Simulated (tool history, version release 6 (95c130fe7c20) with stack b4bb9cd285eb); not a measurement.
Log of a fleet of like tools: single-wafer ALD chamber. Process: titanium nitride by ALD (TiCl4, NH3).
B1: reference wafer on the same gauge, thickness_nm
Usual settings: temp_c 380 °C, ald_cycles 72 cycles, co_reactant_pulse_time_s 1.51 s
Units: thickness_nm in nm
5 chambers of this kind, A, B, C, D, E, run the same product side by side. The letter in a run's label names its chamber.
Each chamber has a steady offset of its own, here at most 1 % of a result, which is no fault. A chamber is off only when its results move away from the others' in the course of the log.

Run 1D, hour 6.0: usual settings; B1 1.5191. Result: thickness_nm 1.5192 nm.
Run 2C, hour 11.8: usual settings; B1 1.5211. Result: thickness_nm 1.5445 nm.
Run 3E, hour 16.1: usual settings; B1 1.5223. Result: thickness_nm 1.5356 nm.
Run 4A, hour 21.2: usual settings; B1 1.5194. Result: thickness_nm 1.5246 nm.
Run 5B, hour 26.4: usual settings; B1 1.5187. Result: thickness_nm 1.5245 nm.
Run 6A, hour 31.8: usual settings but temp_c 366 °C; B1 1.5190. Result: thickness_nm 1.4829 nm.
Run 7D, hour 37.9: usual settings but temp_c 366 °C; B1 1.5204. Result: thickness_nm 1.4885 nm.
Run 8E, hour 41.2: usual settings but temp_c 366 °C; B1 1.5179. Result: thickness_nm 1.5036 nm.
Run 9C, hour 45.3: usual settings but temp_c 366 °C; B1 1.5212. Result: thickness_nm 1.4847 nm.
Run 10B, hour 51.4: usual settings but temp_c 366 °C; B1 1.5204. Result: thickness_nm 1.4956 nm.
Run 11E, hour 54.8: usual settings; B1 1.5195. Result: thickness_nm 1.5371 nm.
Run 12C, hour 60.3: usual settings; B1 1.5219. Result: thickness_nm 1.5316 nm.
Run 13A, hour 66.8: usual settings; B1 1.5208. Result: thickness_nm 1.5320 nm.
Run 14B, hour 73.5: usual settings; B1 1.5220. Result: thickness_nm 1.5296 nm.
Run 15D, hour 80.5: usual settings; B1 1.5192. Result: thickness_nm 1.5224 nm.
Run 16E, hour 85.5: usual settings; B1 1.5193. Result: thickness_nm 1.5476 nm.
Run 17D, hour 90.7: usual settings; B1 1.5206. Result: thickness_nm 1.5345 nm.
Run 18A, hour 96.4: usual settings but temp_c 385 °C; B1 1.5202. Result: thickness_nm 1.5415 nm.
Run 19C, hour 100.1: usual settings but temp_c 385 °C; B1 1.5188. Result: thickness_nm 1.5449 nm.
Run 20B, hour 104.8: usual settings but temp_c 385 °C; B1 1.5170. Result: thickness_nm 1.5422 nm.
Run 21D, hour 110.5: usual settings but temp_c 385 °C; B1 1.5182. Result: thickness_nm 1.5342 nm.
Run 22C, hour 116.1: usual settings but temp_c 385 °C; B1 1.5208. Result: thickness_nm 1.5440 nm.
Run 23B, hour 121.0: usual settings; B1 1.5199. Result: thickness_nm 1.5384 nm.
Run 24E, hour 125.2: usual settings; B1 1.5195. Result: thickness_nm 1.5489 nm.
Run 25A, hour 130.8: usual settings; B1 1.5194. Result: thickness_nm 1.5340 nm.
Run 26B, hour 134.8: usual settings; B1 1.5190. Result: thickness_nm 1.5341 nm.
Run 27A, hour 140.0: usual settings; B1 1.5187. Result: thickness_nm 1.5202 nm.
Run 28D, hour 143.4: usual settings; B1 1.5188. Result: thickness_nm 1.5243 nm.
Run 29E, hour 149.1: usual settings; B1 1.5191. Result: thickness_nm 1.5451 nm.
Run 30C, hour 154.4: usual settings; B1 1.5207. Result: thickness_nm 1.5503 nm.
Run 31C, hour 158.3: usual settings; B1 1.5193. Result: thickness_nm 1.5329 nm.
Run 32D, hour 163.9: usual settings; B1 1.5208. Result: thickness_nm 1.5264 nm.
Run 33E, hour 168.8: usual settings; B1 1.5185. Result: thickness_nm 1.5582 nm.
Run 34A, hour 175.6: usual settings; B1 1.5207. Result: thickness_nm 1.5404 nm.
Run 35B, hour 181.1: usual settings; B1 1.5206. Result: thickness_nm 1.5286 nm.
Run 36B, hour 185.9: usual settings; B1 1.5203. Result: thickness_nm 1.5225 nm.
Run 37E, hour 189.4: usual settings; B1 1.5211. Result: thickness_nm 1.5381 nm.
Run 38C, hour 196.8: usual settings; B1 1.5201. Result: thickness_nm 1.5195 nm.
Run 39A, hour 201.9: usual settings; B1 1.5196. Result: thickness_nm 1.5239 nm.
Run 40D, hour 207.8: usual settings; B1 1.5194. Result: thickness_nm 1.5331 nm.

Is one chamber off against the others, does the gauge drift, or is nothing wrong? If a chamber is off, say which, and what the likeliest cause is.

No chamber stands off beyond its own small offset, and the gauge holds steady.
